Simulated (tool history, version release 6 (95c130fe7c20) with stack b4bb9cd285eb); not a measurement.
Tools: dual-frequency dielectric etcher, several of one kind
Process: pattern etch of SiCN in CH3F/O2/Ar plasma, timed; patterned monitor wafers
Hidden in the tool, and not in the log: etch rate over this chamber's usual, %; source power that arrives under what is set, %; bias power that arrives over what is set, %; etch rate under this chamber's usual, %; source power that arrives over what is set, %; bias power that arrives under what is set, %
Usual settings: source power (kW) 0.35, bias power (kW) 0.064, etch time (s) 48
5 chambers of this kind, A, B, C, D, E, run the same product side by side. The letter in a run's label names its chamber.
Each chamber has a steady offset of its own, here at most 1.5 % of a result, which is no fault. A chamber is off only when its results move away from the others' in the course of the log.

run,hour,source power (kW),bias power (kW),etch time (s),hours since the last wet clean,hours since the last source power generator calibration,hours since the last bias power generator calibration,"read-back reference wafer on the same gauge, depth_nm",mean etch depth across the wafer (angstrom)
1C,4.9,0.35,0.064,48,185.3,3808.4,1370.3,14.699,163.94
2B,10.2,0.35,0.064,48,477.4,776.6,1551.7,14.702,162.25
# hour 12.1: chamber A: wet clean of the chamber
3E,16.9,0.35,0.064,48,88.3,2501.6,60,14.704,164.27
4D,21.1,0.35,0.064,48,172.1,688.4,747.7,14.711,165.85
# hour 24.1: chamber B: wet clean of the chamber
5A,26.9,0.35,0.064,48,14.9,1805.8,3322.1,14.71,163.66
6E,31.4,0.41,0.064,48,102.8,2516.1,74.5,14.71,174
7D,37.5,0.41,0.064,48,188.5,704.8,764.1,14.716,176.27
8B,41.7,0.41,0.064,48,17.6,808.1,1583.2,14.715,172.36
9C,45.9,0.41,0.064,48,226.3,3849.4,1411.3,14.713,174.88
10A,49.8,0.41,0.064,48,37.8,1828.7,3345,14.72,173.52
11E,53.4,0.35,0.064,48,124.8,2538.1,96.5,14.714,164.19
12C,57.2,0.35,0.064,48,237.6,3860.7,1422.6,14.719,164.39
13B,63.5,0.28,0.057,48,39.4,829.9,1605,14.724,143.24
14D,69.6,0.28,0.057,48,220.6,736.9,796.2,14.723,146.3
15A,74.7,0.28,0.057,48,62.7,1853.6,3369.9,14.728,144.71
16B,80.9,0.28,0.057,48,56.8,847.3,1622.4,14.73,143.53
17D,87.3,0.28,0.057,48,238.3,754.6,813.9,14.738,146.64
18A,91.5,0.35,0.064,48,79.5,1870.4,3386.7,14.733,163.82
19C,96.3,0.35,0.053,48,276.7,3899.8,1461.7,14.736,154.61
20E,100.6,0.35,0.053,48,172,2585.3,143.7,14.734,154.06
21B,106,0.35,0.053,48,81.9,872.4,1647.5,14.738,152.48
22C,109.8,0.35,0.053,48,290.2,3913.3,1475.2,14.743,154.42
23A,115.4,0.35,0.053,48,103.4,1894.3,3410.6,14.746,153.98
24E,120.8,0.35,0.064,48,192.2,2605.5,163.9,14.745,164.49
25D,125.1,0.35,0.064,48,276.1,792.4,851.7,14.749,166.22
26C,129.6,0.35,0.064,48,310,3933.1,1495,14.746,164.93
27D,133.3,0.35,0.064,48,284.3,800.6,859.9,14.748,166.45
28B,137.1,0.35,0.064,48,113,903.5,1678.6,14.748,162.69
29A,141.9,0.35,0.064,48,129.9,1920.8,3437.1,14.753,163.91
30E,147.2,0.35,0.064,48,218.6,2631.9,190.3,14.755,164.53
31C,152.9,0.35,0.064,48,333.3,3956.4,1518.3,14.759,164.62
32E,156.7,0.35,0.064,48,228.1,2641.4,199.8,14.759,164.39
33B,163.3,0.35,0.064,48,139.2,929.7,1704.8,14.762,162.55
34A,167.1,0.35,0.064,48,155.1,1946,3462.3,14.757,164.3
35D,172.1,0.35,0.064,48,323.1,839.4,898.7,14.765,166.81

All 5 chambers run these settings next. Forecast each chamber's results:
36A,177,0.35,0.064,48,,,,,?
36B,177,0.35,0.064,48,,,,,?
36C,177,0.35,0.064,48,,,,,?
36D,177,0.35,0.064,48,,,,,?
36E,177,0.35,0.064,48,,,,,?

run,mean etch depth across the wafer (angstrom)
36A,164.55
36B,163.13
36C,165.04
36D,166.16
36E,164.94

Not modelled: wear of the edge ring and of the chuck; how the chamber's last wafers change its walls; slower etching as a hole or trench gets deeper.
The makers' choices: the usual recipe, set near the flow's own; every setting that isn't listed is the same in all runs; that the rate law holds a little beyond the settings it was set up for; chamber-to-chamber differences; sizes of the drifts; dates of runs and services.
